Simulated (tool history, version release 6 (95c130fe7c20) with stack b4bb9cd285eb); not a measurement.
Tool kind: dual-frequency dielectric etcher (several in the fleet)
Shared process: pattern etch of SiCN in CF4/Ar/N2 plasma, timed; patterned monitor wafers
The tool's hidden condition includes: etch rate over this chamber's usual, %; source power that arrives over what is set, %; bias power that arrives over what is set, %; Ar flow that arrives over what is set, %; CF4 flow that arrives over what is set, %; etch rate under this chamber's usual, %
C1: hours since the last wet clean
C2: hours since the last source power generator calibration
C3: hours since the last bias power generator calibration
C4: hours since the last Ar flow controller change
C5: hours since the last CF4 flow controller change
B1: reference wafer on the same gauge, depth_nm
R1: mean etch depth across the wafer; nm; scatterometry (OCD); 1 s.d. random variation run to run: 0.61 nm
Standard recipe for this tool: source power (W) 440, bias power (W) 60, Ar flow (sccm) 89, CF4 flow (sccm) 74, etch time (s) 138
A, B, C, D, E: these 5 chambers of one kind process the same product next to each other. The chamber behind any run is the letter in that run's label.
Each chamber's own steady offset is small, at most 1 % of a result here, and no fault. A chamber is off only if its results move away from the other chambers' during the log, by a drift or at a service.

Run 1A, hour 3.9: usual settings; C1 120.9; C2 15.6; C3 18.1; C4 2153.7; C5 2663.3; B1 120.98. Result: R1 112.97 nm.
Run 2E, hour 8.5: usual settings; C1 250.3; C2 2969.3; C3 1789.9; C4 3808.2; C5 1202.2; B1 121.03. Result: R1 112.69 nm.
Run 3C, hour 11.3: usual settings; C1 172.3; C2 2738.8; C3 391.9; C4 2241.4; C5 3072; B1 120.96. Result: R1 112.75 nm.
Run 4B, hour 14: usual settings; C1 229.4; C2 972.9; C3 566.7; C4 3520.2; C5 818.8; B1 121.06. Result: R1 114.09 nm.
Run 5D, hour 16.6: usual settings; C1 36.7; C2 523.4; C3 2911.8; C4 1614.2; C5 1178.5; B1 121.03. Result: R1 113.51 nm.
Run 6D, hour 20.2: usual settings; C1 40.3; C2 527; C3 2915.4; C4 1617.8; C5 1182.1; B1 121.03. Result: R1 113.97 nm.
Run 7B, hour 24.5: usual settings but etch time (s) 104.5; C1 239.9; C2 983.4; C3 577.2; C4 3530.7; C5 829.3; B1 121.15. Result: R1 85.381 nm.
Run 8C, hour 29.1: usual settings but etch time (s) 104.5; C1 190.1; C2 2756.6; C3 409.7; C4 2259.2; C5 3089.8; B1 121.05. Result: R1 85.447 nm.
Run 9E, hour 34.3: usual settings but etch time (s) 104.5; C1 276.1; C2 2995.1; C3 1815.7; C4 3834; C5 1228; B1 121.21. Result: R1 85.746 nm.
Run 10A, hour 37.9: usual settings but etch time (s) 104.5; C1 154.9; C2 49.6; C3 52.1; C4 2187.7; C5 2697.3; B1 121.11. Result: R1 84.806 nm.
Run 11A, hour 43.6: usual settings but etch time (s) 104.5; C1 160.6; C2 55.3; C3 57.8; C4 2193.4; C5 2703; B1 120.88. Result: R1 84.937 nm.
Run 12D, hour 49.6: usual settings; C1 69.7; C2 556.4; C3 2944.8; C4 1647.2; C5 1211.5; B1 120.88. Result: R1 113.07 nm.
Run 13C, hour 53.3: usual settings but CF4 flow (sccm) 90, etch time (s) 118; C1 214.3; C2 2780.8; C3 433.9; C4 2283.4; C5 3114; B1 121.01. Result: R1 99.403 nm.
Run 14B, hour 56.5: usual settings but CF4 flow (sccm) 90, etch time (s) 118; C1 271.9; C2 1015.4; C3 609.2; C4 3562.7; C5 861.3; B1 120.9. Result: R1 99.329 nm.
Run 15E, hour 62.1: usual settings but CF4 flow (sccm) 90, etch time (s) 118; C1 303.9; C2 3022.9; C3 1843.5; C4 3861.8; C5 1255.8; B1 121.22. Result: R1 99.297 nm.
Run 16B, hour 66.9: usual settings but CF4 flow (sccm) 90, etch time (s) 118; C1 282.3; C2 1025.8; C3 619.6; C4 3573.1; C5 871.7; B1 120.92. Result: R1 98.319 nm.
Run 17E, hour 72.4: usual settings but CF4 flow (sccm) 90, etch time (s) 118; C1 314.2; C2 3033.2; C3 1853.8; C4 3872.1; C5 1266.1; B1 120.75. Result: R1 99.962 nm.
Run 18D, hour 76.6: usual settings but source power (W) 360, CF4 flow (sccm) 64; C1 96.7; C2 583.4; C3 2971.8; C4 1674.2; C5 1238.5; B1 121.08. Result: R1 93.378 nm.
Run 19C, hour 80.4: usual settings but source power (W) 360, CF4 flow (sccm) 64; C1 241.4; C2 2807.9; C3 461; C4 2310.5; C5 3141.1; B1 121. Result: R1 91.233 nm.
Run 20A, hour 83.3: usual settings but source power (W) 360, CF4 flow (sccm) 64; C1 200.3; C2 95; C3 97.5; C4 2233.1; C5 2742.7; B1 120.88. Result: R1 91.773 nm.
Run 21E, hour 87.3: usual settings but source power (W) 360, CF4 flow (sccm) 64; C1 329.1; C2 3048.1; C3 1868.7; C4 3887; C5 1281; B1 120.94. Result: R1 92.231 nm.
Run 22B, hour 91: usual settings but source power (W) 360, CF4 flow (sccm) 64; C1 306.4; C2 1049.9; C3 643.7; C4 3597.2; C5 895.8; B1 121.13. Result: R1 89.985 nm.
Run 23D, hour 95.4: usual settings; C1 115.5; C2 602.2; C3 2990.6; C4 1693; C5 1257.3; B1 121.02. Result: R1 113.32 nm.
Run 24A, hour 100.1: usual settings; C1 217.1; C2 111.8; C3 114.3; C4 2249.9; C5 2759.5; B1 120.91. Result: R1 111.54 nm.
Run 25C, hour 102.9: usual settings but source power (W) 340; C1 263.9; C2 2830.4; C3 483.5; C4 2333; C5 3163.6; B1 120.89. Result: R1 91.22 nm.
Run 26D, hour 106.3: usual settings but source power (W) 340; C1 126.4; C2 613.1; C3 3001.5; C4 1703.9; C5 1268.2; B1 121.03. Result: R1 90.457 nm.
Run 27B, hour 110.4: usual settings but source power (W) 340; C1 325.8; C2 1069.3; C3 663.1; C4 3616.6; C5 915.2; B1 120.89. Result: R1 86.596 nm.
Run 28A, hour 116.2: usual settings but source power (W) 340; C1 233.2; C2 127.9; C3 130.4; C4 2266; C5 2775.6; B1 120.9. Result: R1 90.23 nm.
Run 29E, hour 121.9: usual settings but source power (W) 340; C1 363.7; C2 3082.7; C3 1903.3; C4 3921.6; C5 1315.6; B1 121.11. Result: R1 90.128 nm.
Run 30C, hour 127: usual settings; C1 288; C2 2854.5; C3 507.6; C4 2357.1; C5 3187.7; B1 120.91. Result: R1 111.73 nm.
Run 31E, hour 132.6: usual settings; C1 374.4; C2 3093.4; C3 1914; C4 3932.3; C5 1326.3; B1 121.03. Result: R1 112.11 nm.
Run 32C, hour 138.4: usual settings; C1 299.4; C2 2865.9; C3 519; C4 2368.5; C5 3199.1; B1 120.98. Result: R1 112.58 nm.

Is one chamber out of step, is the gauge drifting, or do the chambers differ by no more than their own small offsets? For an off chamber, give its letter and the likeliest cause.

It is chamber B that slowly wanders off from its peers.
Cause: etch rate under this chamber's usual, % = 4.96.
With only this log, it may be confused with: source power that arrives under what is set, %.

Here are 4 candidates for chamber B's next run, each the usual settings with a change, their results left as question marks. Which one brings its results back in line with what the others give on the usual settings?
In line here means within this much of the mean the other chambers give on the usual settings: R1 2.1 nm
Run 33B-1, hour 142.7: usual settings but etch time (s) 136.5. Result: R1 ?.
Run 33B-2, hour 142.7: usual settings but etch time (s) 139.5. Result: R1 ?.
Run 33B-3, hour 142.7: usual settings but bias power (W) 59, etch time (s) 131.5. Result: R1 ?.
Run 33B-4, hour 142.7: usual settings but bias power (W) 61, etch time (s) 144. Result: R1 ?.

On the usual settings, the other chambers give on average: R1 112.93 nm
  run      R1
33B-1  106.22
33B-2  108.55
33B-3  101.76
33B-4  112.66
33B-4 puts the chamber back in line with the other chambers.

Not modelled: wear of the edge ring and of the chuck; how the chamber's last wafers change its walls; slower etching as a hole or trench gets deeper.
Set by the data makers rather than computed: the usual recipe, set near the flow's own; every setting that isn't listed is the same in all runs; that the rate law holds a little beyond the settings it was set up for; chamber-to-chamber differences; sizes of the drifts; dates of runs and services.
